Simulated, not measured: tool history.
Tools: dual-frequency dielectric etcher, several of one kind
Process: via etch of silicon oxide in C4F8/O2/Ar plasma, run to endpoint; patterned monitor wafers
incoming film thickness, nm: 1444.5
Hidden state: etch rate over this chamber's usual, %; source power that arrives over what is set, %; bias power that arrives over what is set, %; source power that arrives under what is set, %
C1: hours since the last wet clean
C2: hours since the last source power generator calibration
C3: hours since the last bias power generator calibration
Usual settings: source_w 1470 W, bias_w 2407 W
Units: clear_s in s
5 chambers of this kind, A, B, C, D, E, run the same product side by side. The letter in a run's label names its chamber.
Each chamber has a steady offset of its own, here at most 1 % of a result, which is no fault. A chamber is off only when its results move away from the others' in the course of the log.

At hour 1.9: chamber D: wet clean of the chamber.
Run 1B, hour 6.2: usual settings; C1 457.7; C2 3113.5; C3 48.5. Result: clear_s 304.96 s.
At hour 11.2: chamber B: wet clean of the chamber.
Run 2C, hour 13.3: usual settings; C1 423.7; C2 3588.4; C3 930.2. Result: clear_s 304.48 s.
Run 3E, hour 17.3: usual settings; C1 498; C2 3238.5; C3 1341.6. Result: clear_s 305.77 s.
Run 4D, hour 21.9: usual settings; C1 20.1; C2 719.6; C3 945.1. Result: clear_s 305.73 s.
Run 5A, hour 30.1: usual settings; C1 53; C2 211.7; C3 55.4. Result: clear_s 304.06 s.
Run 6E, hour 37.4: usual settings; C1 518.1; C2 3258.6; C3 1361.7. Result: clear_s 302.69 s.
Run 7B, hour 43.6: usual settings; C1 32.5; C2 3150.9; C3 85.9. Result: clear_s 304.92 s.
Run 8C, hour 49.7: usual settings but source_w 1770 W, bias_w 1953 W; C1 460.1; C2 3624.8; C3 966.6. Result: clear_s 298.97 s.
Run 9A, hour 55.4: usual settings but source_w 1770 W, bias_w 1953 W; C1 78.3; C2 237; C3 80.7. Result: clear_s 302.48 s.
At hour 61.3: chamber E: wet clean of the chamber.
Run 10D, hour 63.6: usual settings but source_w 1770 W, bias_w 1953 W; C1 61.8; C2 761.3; C3 986.8. Result: clear_s 301.68 s.
Run 11C, hour 70.1: usual settings but source_w 1770 W, bias_w 1953 W; C1 480.5; C2 3645.2; C3 987. Result: clear_s 300.74 s.
At hour 70.7: chamber C: wet clean of the chamber.
Run 12B, hour 79.4: usual settings but source_w 1770 W, bias_w 1953 W; C1 68.3; C2 3186.7; C3 121.7. Result: clear_s 300.82 s.
Run 13E, hour 87.3: usual settings; C1 26.1; C2 3308.5; C3 1411.6. Result: clear_s 300.69 s.
Run 14A, hour 91.6: usual settings; C1 114.5; C2 273.2; C3 116.9. Result: clear_s 304.16 s.
Run 15D, hour 97.4: usual settings; C1 95.6; C2 795.1; C3 1020.6. Result: clear_s 304.65 s.
Run 16B, hour 106.7: usual settings; C1 95.6; C2 3214; C3 149. Result: clear_s 305.03 s.
Run 17D, hour 113.8: usual settings; C1 112; C2 811.5; C3 1037. Result: clear_s 303.74 s.
Run 18E, hour 122.8: usual settings but source_w 1820 W, bias_w 2991 W; C1 61.6; C2 3344; C3 1447.1. Result: clear_s 262.31 s.
Run 19A, hour 128.1: usual settings but source_w 1820 W, bias_w 2991 W; C1 151; C2 309.7; C3 153.4. Result: clear_s 263.72 s.
Run 20C, hour 136.8: usual settings but source_w 1820 W, bias_w 2991 W; C1 66.1; C2 3711.9; C3 1053.7. Result: clear_s 259.67 s.
Run 21B, hour 143.4: usual settings but source_w 1820 W, bias_w 2991 W; C1 132.3; C2 3250.7; C3 185.7. Result: clear_s 263.72 s.
Run 22E, hour 150.8: usual settings but source_w 1820 W, bias_w 2991 W; C1 89.6; C2 3372; C3 1475.1. Result: clear_s 261.93 s.
Run 23C, hour 155.3: usual settings; C1 84.6; C2 3730.4; C3 1072.2. Result: clear_s 304.88 s.
At hour 155.9: chamber C: source power generator calibrated.
Run 24D, hour 160: usual settings; C1 158.2; C2 857.7; C3 1083.2. Result: clear_s 302.34 s.
Run 25A, hour 164.3: usual settings; C1 187.2; C2 345.9; C3 189.6. Result: clear_s 301.88 s.
Run 26C, hour 168.8: usual settings; C1 98.1; C2 12.9; C3 1085.7. Result: clear_s 301.03 s.
Run 27E, hour 174.4: usual settings; C1 113.2; C2 3395.6; C3 1498.7. Result: clear_s 304.76 s.
Run 28D, hour 179.8: usual settings but source_w 1820 W; C1 178; C2 877.5; C3 1103. Result: clear_s 281.13 s.
Run 29A, hour 186.8: usual settings but source_w 1820 W; C1 209.7; C2 368.4; C3 212.1. Result: clear_s 281.42 s.
Run 30B, hour 191.5: usual settings but source_w 1820 W; C1 180.4; C2 3298.8; C3 233.8. Result: clear_s 279.85 s.
Run 31E, hour 199: usual settings but source_w 1820 W; C1 137.8; C2 3420.2; C3 1523.3. Result: clear_s 279.43 s.
Run 32A, hour 206.4: usual settings but source_w 1820 W; C1 229.3; C2 388; C3 231.7. Result: clear_s 279.62 s.
Run 33B, hour 212.7: usual settings; C1 201.6; C2 3320; C3 255. Result: clear_s 307.04 s.
Run 34D, hour 216.8: usual settings; C1 215; C2 914.5; C3 1140. Result: clear_s 304.42 s.
Run 35C, hour 222.7: usual settings; C1 152; C2 66.8; C3 1139.6. Result: clear_s 303.55 s.
Run 36C, hour 228.1: usual settings but source_w 1120 W, bias_w 2673 W; C1 157.4; C2 72.2; C3 1145. Result: clear_s 327.5 s.
Run 37B, hour 234.8: usual settings but source_w 1120 W, bias_w 2673 W; C1 223.7; C2 3342.1; C3 277.1. Result: clear_s 327.25 s.
Run 38A, hour 243.7: usual settings but source_w 1120 W, bias_w 2673 W; C1 266.6; C2 425.3; C3 269. Result: clear_s 325.56 s.
Run 39E, hour 248.7: usual settings but source_w 1120 W, bias_w 2673 W; C1 187.5; C2 3469.9; C3 1573. Result: clear_s 324.6 s.

What goes on in this fleet: one chamber off, a drifting gauge, or nothing beyond the chambers' own small offsets? Name the chamber and the cause, if any.

No chamber stands off beyond its own small offset, and the gauge holds steady.
